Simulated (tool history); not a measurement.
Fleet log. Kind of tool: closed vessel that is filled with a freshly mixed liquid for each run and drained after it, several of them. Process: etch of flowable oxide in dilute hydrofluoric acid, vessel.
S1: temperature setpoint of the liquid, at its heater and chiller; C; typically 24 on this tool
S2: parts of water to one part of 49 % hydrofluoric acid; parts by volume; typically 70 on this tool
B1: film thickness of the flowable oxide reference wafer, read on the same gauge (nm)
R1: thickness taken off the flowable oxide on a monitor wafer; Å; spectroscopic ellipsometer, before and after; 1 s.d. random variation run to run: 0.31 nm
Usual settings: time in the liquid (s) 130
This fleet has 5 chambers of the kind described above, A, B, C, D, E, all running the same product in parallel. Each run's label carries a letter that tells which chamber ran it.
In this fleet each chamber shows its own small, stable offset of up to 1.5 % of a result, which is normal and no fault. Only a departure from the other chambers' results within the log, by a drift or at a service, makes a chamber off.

Run 1D, hour 11.6: usual settings; B1 60.004. Result: R1 561.97 Å.
Run 2C, hour 22.2: usual settings; B1 60.001. Result: R1 565.79 Å.
Run 3E, hour 33.7: usual settings; B1 59.995. Result: R1 562.27 Å.
Run 4B, hour 38.9: usual settings; B1 59.997. Result: R1 569.86 Å.
Run 5A, hour 45.6: usual settings but time in the liquid (s) 205; B1 60.009. Result: R1 886.1 Å.
Run 6B, hour 52.7: usual settings but time in the liquid (s) 205; B1 60.023. Result: R1 896.4 Å.
Run 7C, hour 61.9: usual settings but time in the liquid (s) 205; B1 60.021. Result: R1 877.76 Å.
At hour 68.2: chamber D: hydrofluoric acid flow meter replaced.
Run 8E, hour 71.3: usual settings but time in the liquid (s) 205; B1 60.02. Result: R1 883.27 Å.
Run 9D, hour 76.7: usual settings but time in the liquid (s) 205; B1 59.991. Result: R1 885.44 Å.
At hour 81.8: chamber B: thermometer replaced.
Run 10A, hour 86.6: usual settings; B1 60.029. Result: R1 557.87 Å.
Run 11D, hour 93.3: usual settings; B1 60.001. Result: R1 562.46 Å.
Run 12E, hour 103.5: usual settings; B1 59.989. Result: R1 560.76 Å.
Run 13C, hour 114.5: usual settings; B1 60.034. Result: R1 561.83 Å.
Run 14A, hour 124.9: usual settings; B1 59.997. Result: R1 558.3 Å.
Run 15B, hour 133.7: usual settings but S1 21.5 C, S2 85 parts by volume; B1 60.001. Result: R1 415.28 Å.
At hour 134: chamber E: hydrofluoric acid flow meter replaced.
Run 16A, hour 144.8: usual settings but S1 21.5 C, S2 85 parts by volume; B1 60.001. Result: R1 407.6 Å.
Run 17B, hour 151.4: usual settings but S1 21.5 C, S2 85 parts by volume; B1 59.99. Result: R1 416.16 Å.
At hour 161: chamber B: hydrofluoric acid flow meter replaced.
Run 18D, hour 161.1: usual settings but S1 21.5 C, S2 85 parts by volume; B1 60.006. Result: R1 411.76 Å.
Run 19E, hour 171.9: usual settings but S1 21.5 C, S2 85 parts by volume; B1 60.002. Result: R1 401.62 Å.
Run 20C, hour 177.7: usual settings; B1 60.007. Result: R1 559.42 Å.
Run 21E, hour 185.4: usual settings; B1 59.985. Result: R1 557.76 Å.
Run 22D, hour 197: usual settings; B1 60.015. Result: R1 562.18 Å.
Run 23B, hour 208: usual settings but S1 21.5 C, time in the liquid (s) 185; B1 60.007. Result: R1 737.92 Å.
Run 24C, hour 219.6: usual settings but S1 21.5 C, time in the liquid (s) 185; B1 59.981. Result: R1 726.76 Å.
Run 25A, hour 224.9: usual settings but S1 21.5 C, time in the liquid (s) 185; B1 60.026. Result: R1 725.57 Å.
Run 26E, hour 236.3: usual settings but S1 21.5 C, time in the liquid (s) 185; B1 59.991. Result: R1 717.91 Å.
Run 27D, hour 243.7: usual settings but S1 21.5 C, time in the liquid (s) 185; B1 59.988. Result: R1 717.98 Å.
Run 28B, hour 251: usual settings but S1 21.5 C, time in the liquid (s) 185; B1 59.994. Result: R1 736.59 Å.
At hour 254.7: chamber A: hydrofluoric acid flow meter replaced.
Run 29A, hour 259.8: usual settings but S1 21.5 C, time in the liquid (s) 185; B1 60.01. Result: R1 720.61 Å.
Run 30C, hour 268.1: usual settings but S1 21.5 C, time in the liquid (s) 185; B1 59.981. Result: R1 721.06 Å.
Run 31B, hour 273.2: usual settings but S1 21.5 C, time in the liquid (s) 185; B1 60.008. Result: R1 732.33 Å.
Run 32E, hour 281.6: usual settings but S1 21.5 C, time in the liquid (s) 185; B1 60.009. Result: R1 711 Å.
Run 33C, hour 289.1: usual settings; B1 59.991. Result: R1 562.62 Å.
Run 34A, hour 300.8: usual settings but S1 28.5 C, time in the liquid (s) 190; B1 59.993. Result: R1 967.2 Å.
Run 35D, hour 307.8: usual settings but S1 28.5 C, time in the liquid (s) 190; B1 60.014. Result: R1 983.91 Å.
Run 36D, hour 314: usual settings but S1 28.5 C, time in the liquid (s) 190; B1 60.002. Result: R1 973.76 Å.
Run 37E, hour 322.8: usual settings but S1 28.5 C, time in the liquid (s) 190; B1 59.995. Result: R1 979.99 Å.
Run 38C, hour 328.4: usual settings but S1 28.5 C, time in the liquid (s) 190; B1 60.003. Result: R1 988.65 Å.
Run 39B, hour 338: usual settings; B1 59.996. Result: R1 568.26 Å.
Run 40A, hour 348.2: usual settings; B1 59.979. Result: R1 557.94 Å.
Run 41D, hour 354: usual settings; B1 59.99. Result: R1 562.42 Å.
Run 42A, hour 365: usual settings; B1 60.03. Result: R1 565.12 Å.

Next, every chamber runs the same settings. What will each give?
Run 43A, hour 373.4: usual settings but time in the liquid (s) 85. Result: R1 ?.
Run 43B, hour 373.4: usual settings but time in the liquid (s) 85. Result: R1 ?.
Run 43C, hour 373.4: usual settings but time in the liquid (s) 85. Result: R1 ?.
Run 43D, hour 373.4: usual settings but time in the liquid (s) 85. Result: R1 ?.
Run 43E, hour 373.4: usual settings but time in the liquid (s) 85. Result: R1 ?.

run      R1
43A  368.84
43B  373.81
43C  369.44
43D  369.35
43E  364.81
